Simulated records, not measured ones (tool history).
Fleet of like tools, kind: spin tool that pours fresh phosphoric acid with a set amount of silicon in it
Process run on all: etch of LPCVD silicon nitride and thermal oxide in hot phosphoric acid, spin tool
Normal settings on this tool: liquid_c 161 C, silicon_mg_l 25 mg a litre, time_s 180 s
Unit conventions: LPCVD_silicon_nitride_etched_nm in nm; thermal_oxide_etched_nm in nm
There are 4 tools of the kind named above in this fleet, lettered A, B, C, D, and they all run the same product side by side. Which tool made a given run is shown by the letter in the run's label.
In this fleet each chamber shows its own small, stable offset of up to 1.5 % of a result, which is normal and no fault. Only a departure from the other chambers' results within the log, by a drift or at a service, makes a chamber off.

run,hour,liquid_c,silicon_mg_l,time_s,"read-back film thickness of the LPCVD silicon nitride reference wafer, read on the same gauge (nm)","read-back film thickness of the thermal oxide reference wafer, read on the same gauge (nm)",LPCVD_silicon_nitride_etched_nm,thermal_oxide_etched_nm
1D,4.7,161,25,180,30.013,109.99,18.505,0.27419
2C,10.1,161,25,180,30.018,109.99,18.069,0.25609
3B,13.5,161,25,180,30.021,110.03,18.363,0.29045
4A,17.4,161,25,180,29.994,109.98,18.389,0.28902
5C,23.5,161,25,180,30.029,110.01,18.049,0.22583
6D,27.9,161,25,180,30.003,109.99,18.461,0.25631
7A,34.4,161,25,180,29.988,110.05,18.395,0.28609
8B,40.7,161,25,180,30.032,110.02,18.432,0.26184
9B,45.1,161,25,265,29.977,109.98,26.944,0.39828
10D,51.3,161,25,265,29.976,109.95,27.227,0.40762
11A,55.6,161,25,265,30.01,109.98,26.989,0.45065
12C,61.2,161,25,265,30.011,109.99,26.565,0.36733
13A,67.7,161,25,260,29.977,109.99,26.654,0.42397
14D,73.2,161,25,260,30.04,110.01,26.552,0.39326
15B,76.8,161,25,260,29.976,110.01,26.276,0.43187
16C,82,161,25,260,29.987,110.03,26.081,0.4218
17C,88.1,161,25,180,30.036,110.01,18.091,0.24699
18B,94.2,161,25,180,30.016,110.01,18.293,0.26012
19A,100,161,25,180,30.036,109.97,18.402,0.21729
20D,104.2,161,25,180,29.994,110.02,18.564,0.29591
21B,107.3,161,25,180,29.951,109.96,18.33,0.29119
22A,113,159,25,180,30.028,109.97,17.238,0.26647
23D,119,159,25,180,30.014,110.01,17.366,0.18051
24C,122.8,159,25,180,30.028,109.98,16.908,0.21132
25B,127.2,159,25,180,29.97,110.04,17.002,0.26729
26A,133.4,160,25,180,30.007,110,17.858,0.24105
27C,136.4,160,25,180,30.011,110,17.365,0.25755
28D,140,160,25,180,29.996,109.99,17.848,0.27948
29C,143.2,160,25,180,29.969,110.01,17.462,0.22846
30A,147.5,161,25,180,30.004,110.01,18.496,0.25345
31D,152.9,161,25,180,30.034,109.96,18.613,0.23885
32B,159.3,161,25,180,29.968,110.01,18.412,0.26016
33B,164.3,161,25,180,29.996,110.02,18.18,0.31056
34C,168.9,161,25,180,30.003,110,18.02,0.30144
35A,174.1,161,25,180,30,109.98,18.319,0.28262
36D,179.9,161,25,180,30.015,110.03,18.489,0.29538
37B,183.7,161,25,180,30.006,109.99,18.412,0.33872
38A,188.8,161,25,120,30.004,109.99,12.277,0.17864
39C,195.4,161,25,120,29.989,109.98,12.013,0.18236

Decide between three cases: one chamber stands off from its peers, the gauge reading all wafers drifts, or nothing is wrong past each chamber's small offset. Where a chamber is off, say which and what most likely put it there.

The fleet is healthy, with each chamber sitting at its usual small offset and no drift in the gauge.

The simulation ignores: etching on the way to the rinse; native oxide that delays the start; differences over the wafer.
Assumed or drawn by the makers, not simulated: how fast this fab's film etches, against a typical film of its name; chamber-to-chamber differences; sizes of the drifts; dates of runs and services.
